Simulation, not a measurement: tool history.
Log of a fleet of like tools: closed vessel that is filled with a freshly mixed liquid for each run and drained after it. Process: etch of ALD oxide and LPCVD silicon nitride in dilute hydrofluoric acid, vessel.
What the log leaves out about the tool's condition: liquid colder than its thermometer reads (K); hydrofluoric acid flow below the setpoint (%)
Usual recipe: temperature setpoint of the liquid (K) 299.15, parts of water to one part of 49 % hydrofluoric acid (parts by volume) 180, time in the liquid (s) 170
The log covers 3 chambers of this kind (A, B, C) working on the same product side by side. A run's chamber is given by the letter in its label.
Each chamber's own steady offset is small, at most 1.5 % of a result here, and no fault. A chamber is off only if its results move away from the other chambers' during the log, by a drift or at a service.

| run | hour | temperature setpoint of the liquid (K) | parts of water to one part of 49 % hydrofluoric acid (parts by volume) | time in the liquid (s) | hours since the thermometer was replaced | hours since the hydrofluoric acid flow meter was replaced | read-back film thickness of the ALD oxide reference wafer, read on the same gauge (nm) | read-back film thickness of the LPCVD silicon nitride reference wafer, read on the same gauge (nm) | thickness taken off the ALD oxide on a monitor wafer (nm) | thickness taken off the LPCVD silicon nitride on a monitor wafer (nm) |
|---|---|---|---|---|---|---|---|---|---|---|
| 1A | 2.9 | 299.15 | 180 | 170 | 931.7 | 1260.4 | 90.014 | 69.981 | 11.8740 | 0.55010 |
| 2B | 6.6 | 299.15 | 180 | 170 | 106.9 | 2390.5 | 89.996 | 69.982 | 11.7990 | 0.47613 |
| 3C | 10.1 | 299.15 | 180 | 170 | 1583.9 | 1485.3 | 89.993 | 69.995 | 11.9960 | 0.53697 |
| 4C | 14.3 | 299.15 | 180 | 170 | 1588.1 | 1489.5 | 90.000 | 70.005 | 12.0740 | 0.53364 |
| 5A | 18.6 | 294.65 | 180 | 170 | 947.4 | 1276.1 | 89.993 | 70.004 | 9.9675 | 0.41636 |
| 6B | 21.3 | 294.65 | 180 | 170 | 121.6 | 2405.2 | 89.985 | 70.016 | 9.9548 | 0.36823 |
| 7A | 25.4 | 294.65 | 180 | 170 | 954.2 | 1282.9 | 90.005 | 70.005 | 10.0060 | 0.43490 |
| 8B | 29.9 | 303.65 | 180 | 95 | 130.2 | 2413.8 | 89.988 | 69.993 | 7.7550 | 0.35448 |
| 9C | 33.1 | 303.65 | 180 | 95 | 1606.9 | 1508.3 | 89.995 | 70.021 | 7.9313 | 0.36533 |
| 10C | 36.3 | 303.65 | 180 | 95 | 1610.1 | 1511.5 | 89.993 | 69.990 | 7.8640 | 0.38432 |
| 11B | 39.9 | 299.15 | 180 | 170 | 140.2 | 2423.8 | 90.008 | 69.987 | 11.7620 | 0.57770 |
| 12A | 42.5 | 299.15 | 180 | 170 | 971.3 | 1300.0 | 89.999 | 69.993 | 11.8950 | 0.45172 |
| 13A | 46.2 | 299.15 | 180 | 170 | 975.0 | 1303.7 | 89.987 | 69.993 | 11.8480 | 0.43871 |
| 14C | 50.7 | 299.15 | 180 | 170 | 1624.5 | 1525.9 | 90.006 | 69.977 | 12.0570 | 0.53504 |
| 15B | 54.6 | 296.15 | 180 | 120 | 154.9 | 2438.5 | 90.005 | 69.994 | 7.4634 | 0.34512 |
| 16B | 58.6 | 296.15 | 180 | 120 | 158.9 | 2442.5 | 90.005 | 70.022 | 7.5107 | 0.29341 |
| 17C | 60.7 | 296.15 | 180 | 120 | 1634.5 | 1535.9 | 90.014 | 70.024 | 7.5254 | 0.31760 |
| 18A | 63.4 | 299.15 | 180 | 170 | 992.2 | 1320.9 | 89.979 | 70.034 | 11.8960 | 0.51568 |
| 19C | 67.5 | 299.15 | 180 | 135 | 1641.3 | 1542.7 | 90.009 | 69.986 | 9.5621 | 0.39127 |
| 20A | 70.0 | 299.15 | 180 | 135 | 998.8 | 1327.5 | 89.988 | 69.979 | 9.3796 | 0.43977 |

One chamber off, gauge drift, or nothing amiss beyond the chambers' own small offsets? If it is a chamber, which one, and what is the likeliest cause?

No chamber stands off beyond its own small offset, and the gauge holds steady.
